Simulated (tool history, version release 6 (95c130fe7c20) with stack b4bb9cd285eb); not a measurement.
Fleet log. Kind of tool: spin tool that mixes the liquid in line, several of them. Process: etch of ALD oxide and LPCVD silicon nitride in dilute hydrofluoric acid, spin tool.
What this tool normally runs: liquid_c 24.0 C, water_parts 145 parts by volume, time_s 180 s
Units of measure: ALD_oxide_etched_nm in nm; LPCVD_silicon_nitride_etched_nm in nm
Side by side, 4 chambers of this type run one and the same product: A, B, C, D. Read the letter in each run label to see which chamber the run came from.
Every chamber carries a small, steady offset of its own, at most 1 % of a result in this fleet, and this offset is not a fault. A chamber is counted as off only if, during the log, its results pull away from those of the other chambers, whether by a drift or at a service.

run     day  liquid_c  water_parts  time_s  read-back film thickness of the ALD oxide reference wafer, read on the same gauge (nm)  read-back film thickness of the LPCVD silicon nitride reference wafer, read on the same gauge (nm)  ALD_oxide_etched_nm  LPCVD_silicon_nitride_etched_nm
 1A   0.621      24.0          145     180                                                                                  39.994                                                                                              30.000              14.7840                          0.59882
      0.983  -- chamber D: hydrofluoric acid flow meter replaced
 2D   1.267      24.0          145     180                                                                                  39.998                                                                                              30.012              15.1320                          0.56151
 3C   1.854      24.0          145     180                                                                                  39.998                                                                                              30.002              14.7480                          0.52891
 4B   2.458      24.0          145     180                                                                                  39.972                                                                                              30.010              14.9630                          0.56439
 5A   2.838      24.0          145     180                                                                                  39.989                                                                                              30.016              14.6800                          0.53258
      2.862  -- chamber B: thermometer replaced
 6B   3.412      24.0          145     180                                                                                  40.012                                                                                              29.982              14.8660                          0.55723
 7C   3.817      26.5          100     180                                                                                  40.019                                                                                              30.031              24.7360                          0.83724
 8D   4.242      26.5          100     180                                                                                  40.042                                                                                              30.004              25.0330                          0.98965
 9A   4.812      26.5          100     180                                                                                  40.010                                                                                              30.002              25.2530                          0.97158
10D   5.258      26.5          100     180                                                                                  40.002                                                                                              30.000              25.0130                          0.98281
11B   5.550      24.0          145     180                                                                                  39.995                                                                                              29.986              14.7560                          0.55212
12C   6.029      25.5          210     180                                                                                  39.990                                                                                              29.981               9.9957                          0.41526
      6.296  -- chamber C: thermometer replaced
13A   6.446      25.5          210     180                                                                                  39.983                                                                                              29.996              10.0050                          0.42557
14D   7.046      25.5          210     180                                                                                  39.988                                                                                              30.024              10.0890                          0.39381
15B   7.554      25.5          210     180                                                                                  40.036                                                                                              29.982              10.0360                          0.39960
16C   7.967      27.5          145      75                                                                                  39.996                                                                                              30.007               6.9940                          0.28804
17A   8.392      27.5          145      75                                                                                  39.985                                                                                              29.975               6.9828                          0.28063
18C   8.838      27.5          145      75                                                                                  40.006                                                                                              30.006               7.1182                          0.27291
      9.229  -- chamber A: hydrofluoric acid flow meter replaced
19D   9.304      27.5          145      75                                                                                  40.011                                                                                              29.999               6.9673                          0.27783
20B   9.954      24.0          145     180                                                                                  40.003                                                                                              30.001              14.8450                          0.51503
21B  10.371      24.0          145     180                                                                                  40.005                                                                                              29.998              14.8410                          0.53433
22A  10.908      24.0          145     180                                                                                  40.006                                                                                              29.986              14.8170                          0.56419
23C  11.300      24.0          145     180                                                                                  39.991                                                                                              30.002              14.7560                          0.53472
24D  11.767      24.0          145     180                                                                                  40.006                                                                                              30.019              14.8850                          0.56020
25C  12.358      24.0          145     180                                                                                  39.963                                                                                              29.989              14.8290                          0.54923

One chamber off, gauge drift, or nothing amiss beyond the chambers' own small offsets? If it is a chamber, which one, and what is the likeliest cause?

Nothing is wrong: each chamber keeps only its own small, steady offset and the gauge holds still.
